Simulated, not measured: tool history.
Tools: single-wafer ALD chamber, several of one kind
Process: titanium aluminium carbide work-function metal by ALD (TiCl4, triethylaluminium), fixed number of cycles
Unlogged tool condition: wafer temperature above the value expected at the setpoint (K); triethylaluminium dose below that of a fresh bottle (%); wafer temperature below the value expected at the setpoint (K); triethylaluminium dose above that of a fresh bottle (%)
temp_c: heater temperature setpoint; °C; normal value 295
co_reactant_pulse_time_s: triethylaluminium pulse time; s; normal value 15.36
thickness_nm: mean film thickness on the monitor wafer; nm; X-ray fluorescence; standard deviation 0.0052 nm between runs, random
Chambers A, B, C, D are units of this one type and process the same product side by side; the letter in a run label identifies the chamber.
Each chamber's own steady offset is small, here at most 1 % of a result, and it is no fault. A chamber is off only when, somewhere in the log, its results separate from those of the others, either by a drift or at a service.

run     day  temp_c  co_reactant_pulse_time_s  hours since the last thermocouple change  hours since the last triethylaluminium bottle change  read-back reference wafer on the same gauge, thickness_nm  thickness_nm
 1B   0.333     295                     15.36                                     197.7                                                 466.7                                                     2.0191        2.0196
 2C   0.892     295                     15.36                                    1364.1                                                 304.1                                                     2.0184        2.0065
 3D   1.279     295                     15.36                                    1001.2                                                  1117                                                     2.0197        2.0123
 4A   1.596     295                     15.36                                    3051.4                                                 492.9                                                     2.0199        2.0206
 5C   1.971     295                     15.36                                      1390                                                   330                                                     2.0191        2.0069
 6B   2.367     295                     15.36                                     246.5                                                 515.5                                                     2.0213        2.0333
 7D   2.771     295                     15.36                                      1037                                                1152.8                                                     2.0204        2.0133
 8A   3.354     295                     15.36                                    3093.6                                                 535.1                                                     2.0201        2.0208
 9D   3.838     295                     15.36                                    1062.6                                                1178.4                                                     2.0198        2.0059
10C   4.196     295                     15.36                                    1443.4                                                 383.4                                                     2.0195        2.0128
11B     4.8     295                     17.85                                     304.9                                                 573.9                                                     2.0212        2.0277
12A   5.342     295                     17.85                                    3141.3                                                 582.8                                                     2.0191        2.0269
13B   5.838     295                     17.85                                     329.8                                                 598.8                                                     2.0216        2.0279
14C    6.25     295                     17.85                                    1492.7                                                 432.7                                                     2.0185        2.0161
15D   6.654     295                     15.36                                    1130.2                                                  1246                                                     2.0208        2.0172
16A   7.117     295                     15.36                                    3183.9                                                 625.4                                                     2.0202        2.0208
17D   7.692     295                     15.36                                    1155.1                                                1270.9                                                     2.0198        1.9982
18C   8.179     295                     15.36                                      1539                                                   479                                                     2.0209        2.0099
19B   8.708     295                     15.36                                     398.7                                                 667.7                                                     2.0202        2.0208
20A   9.283     295                     15.36                                    3235.9                                                 677.4                                                     2.0203        2.0234
21B   9.775     295                     15.36                                     424.3                                                 693.3                                                     2.0214        2.0254
22D  10.392     295                     15.36                                    1219.9                                                1335.7                                                     2.0204        2.0161
23C    10.9     295                     15.36                                    1604.3                                                 544.3                                                     2.0195        2.0014
24A  11.262     295                     15.36                                    3283.4                                                 724.9                                                       2.02        2.0327
     11.342  -- chamber C: triethylaluminium bottle replaced
25B  11.783     295                     15.36                                     472.5                                                 741.5                                                     2.0187        2.0233
26A  12.367     295                     15.36                                    3309.9                                                 751.4                                                     2.0207        2.0216
27C  12.896     295                     15.36                                    1652.2                                                  37.3                                                     2.0212         2.007
28D  13.479     295                     15.36                                      1294                                                1409.8                                                     2.0197        2.0029
29C  13.904     295                     15.36                                    1676.4                                                  61.5                                                     2.0198        2.0037
30D  14.517     295                     15.36                                    1318.9                                                1434.7                                                     2.0204        2.0052
31B  14.842     295                      17.2                                     545.9                                                 814.9                                                     2.0206        2.0232
32A  15.292     295                      17.2                                    3380.1                                                 821.6                                                     2.0199        2.0264
33A  15.717     295                      17.2                                    3390.3                                                 831.8                                                     2.0197        2.0256
     16.275  -- chamber A: thermocouple changed; heater temperature recalibrated
34D    16.3     295                      17.2                                    1361.7                                                1477.5                                                     2.0203         2.009
35B  16.871     295                     15.36                                     594.6                                                 863.6                                                      2.019         2.025
36C  17.171     295                     15.36                                    1754.8                                                 139.9                                                       2.02        2.0039
37C  17.492     295                     15.36                                    1762.5                                                 147.6                                                     2.0188        1.9987
38A  17.792     295                     15.36                                      36.5                                                 881.6                                                     2.0202        2.0169
39D  18.183     295                     15.36                                    1406.9                                                1522.7                                                      2.021        2.0109
40B  18.725     295                     15.36                                     639.1                                                 908.1                                                     2.0189        2.0301
41C  19.046     295                     15.36                                    1799.8                                                 184.9                                                     2.0206        2.0068
42B  19.554     295                     19.04                                       659                                                   928                                                     2.0202        2.0317
43D  19.858     295                     19.04                                    1447.1                                                1562.9                                                     2.0199        2.0147
44A  20.471     295                     19.04                                     100.8                                                 945.9                                                     2.0195        2.0215

All chambers now run identical settings, listed one chamber a line with results as question marks. What results will each chamber show?
45A  20.912     295                     15.36                                                                                                                                                                        ?
45B  20.912     295                     15.36                                                                                                                                                                        ?
45C  20.912     295                     15.36                                                                                                                                                                        ?
45D  20.912     295                     15.36                                                                                                                                                                        ?

run  thickness_nm
45A        2.0317
45B        2.0179
45C         2.009
45D         2.006
